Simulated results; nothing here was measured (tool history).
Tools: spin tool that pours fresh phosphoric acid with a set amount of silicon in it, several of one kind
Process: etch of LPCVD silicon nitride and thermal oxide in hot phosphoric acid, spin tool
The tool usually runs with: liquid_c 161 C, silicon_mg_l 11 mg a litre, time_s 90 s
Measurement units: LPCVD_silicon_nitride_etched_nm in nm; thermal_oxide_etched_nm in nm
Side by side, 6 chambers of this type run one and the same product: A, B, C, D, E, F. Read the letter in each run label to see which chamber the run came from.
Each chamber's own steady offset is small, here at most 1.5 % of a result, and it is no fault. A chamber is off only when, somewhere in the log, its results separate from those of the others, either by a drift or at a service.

run,hour,liquid_c,silicon_mg_l,time_s,"read-back film thickness of the LPCVD silicon nitride reference wafer, read on the same gauge (nm)","read-back film thickness of the thermal oxide reference wafer, read on the same gauge (nm)",LPCVD_silicon_nitride_etched_nm,thermal_oxide_etched_nm
1A,4.3,161,11,90,69.988,80.047,7.8505,0.16667
2D,9,161,11,90,69.978,80.009,7.8435,0.27996
3E,13.4,161,11,90,69.978,80.025,7.9118,0.21664
4C,18.8,161,11,90,69.993,80.018,7.9745,0.24919
5F,23.2,161,11,90,70.005,80.017,8.009,0.2415
6B,26.1,161,11,90,69.976,80.008,7.7682,0.18847
7B,30,161,11,90,70.026,80.018,7.758,0.236
8E,35.5,161,11,90,69.999,79.986,7.8522,0.19002
9F,38.3,161,11,90,69.995,79.945,7.946,0.19133
10A,42.1,159.5,11,65,69.98,79.998,5.3982,0.12882
11C,44.9,159.5,11,65,69.984,79.982,5.4622,0.14294
12D,48.8,159.5,11,65,70.016,79.976,5.3668,0.11198
13D,51.5,159.5,11,65,69.989,79.957,5.3687,0.12423
14E,56.1,159.5,11,65,69.979,79.929,5.3952,0.14001
15A,60.1,159.5,11,65,70.009,80.018,5.3908,0.13725
16F,64.5,161,11,90,69.985,79.983,8.011,0.19734
17B,70,161,11,90,70.002,79.972,7.8116,0.18281
18C,73,161,11,90,69.989,80.034,7.9495,0.20726
19A,75.5,161,11,90,70.021,80.012,7.8054,0.20428
20C,79.4,161,11,90,70.007,80.012,7.9309,0.19992
21B,83.5,161,11,90,69.991,80.035,7.8064,0.25085
# hour 85.6: chamber A: thermometer replaced
22E,88,161,11,90,70.015,80.013,7.8239,0.22145
23D,91.6,163.5,3.5,90,70,79.974,8.4667,0.26976
24F,95.3,163.5,3.5,90,69.996,80.009,8.6738,0.34085
25C,98.2,163.5,3.5,90,70.03,80.049,8.592,0.28359
26F,103.8,163.5,3.5,90,70.006,79.976,8.6092,0.24574
27D,106.9,163.5,3.5,90,69.991,80.038,8.491,0.31832
28A,110.7,163.5,3.5,90,70.006,79.984,8.568,0.31704
29E,114.7,161,11,90,70.002,79.993,7.8108,0.20296
30B,117.8,163.5,11,90,70.001,79.977,8.5058,0.2026
31A,122.9,163.5,11,90,70.022,79.991,8.5305,0.21072
32C,127.6,163.5,11,90,70.013,79.987,8.6046,0.2535
33B,132.8,163.5,11,90,70.006,79.974,8.4968,0.2741
34E,137.9,163.5,11,90,69.996,80.014,8.5864,0.24046
35D,141.7,163.5,11,90,70.003,80.028,8.4163,0.29893
36F,144.7,159.5,11,90,70.007,80.045,7.5932,0.19025
37E,147.2,159.5,11,90,69.998,79.992,7.4532,0.1778

Is one chamber out of step, is the gauge drifting, or do the chambers differ by no more than their own small offsets? For an off chamber, give its letter and the likeliest cause.

Neither any chamber nor the gauge drifts; the chambers differ only by their own small, steady offsets.
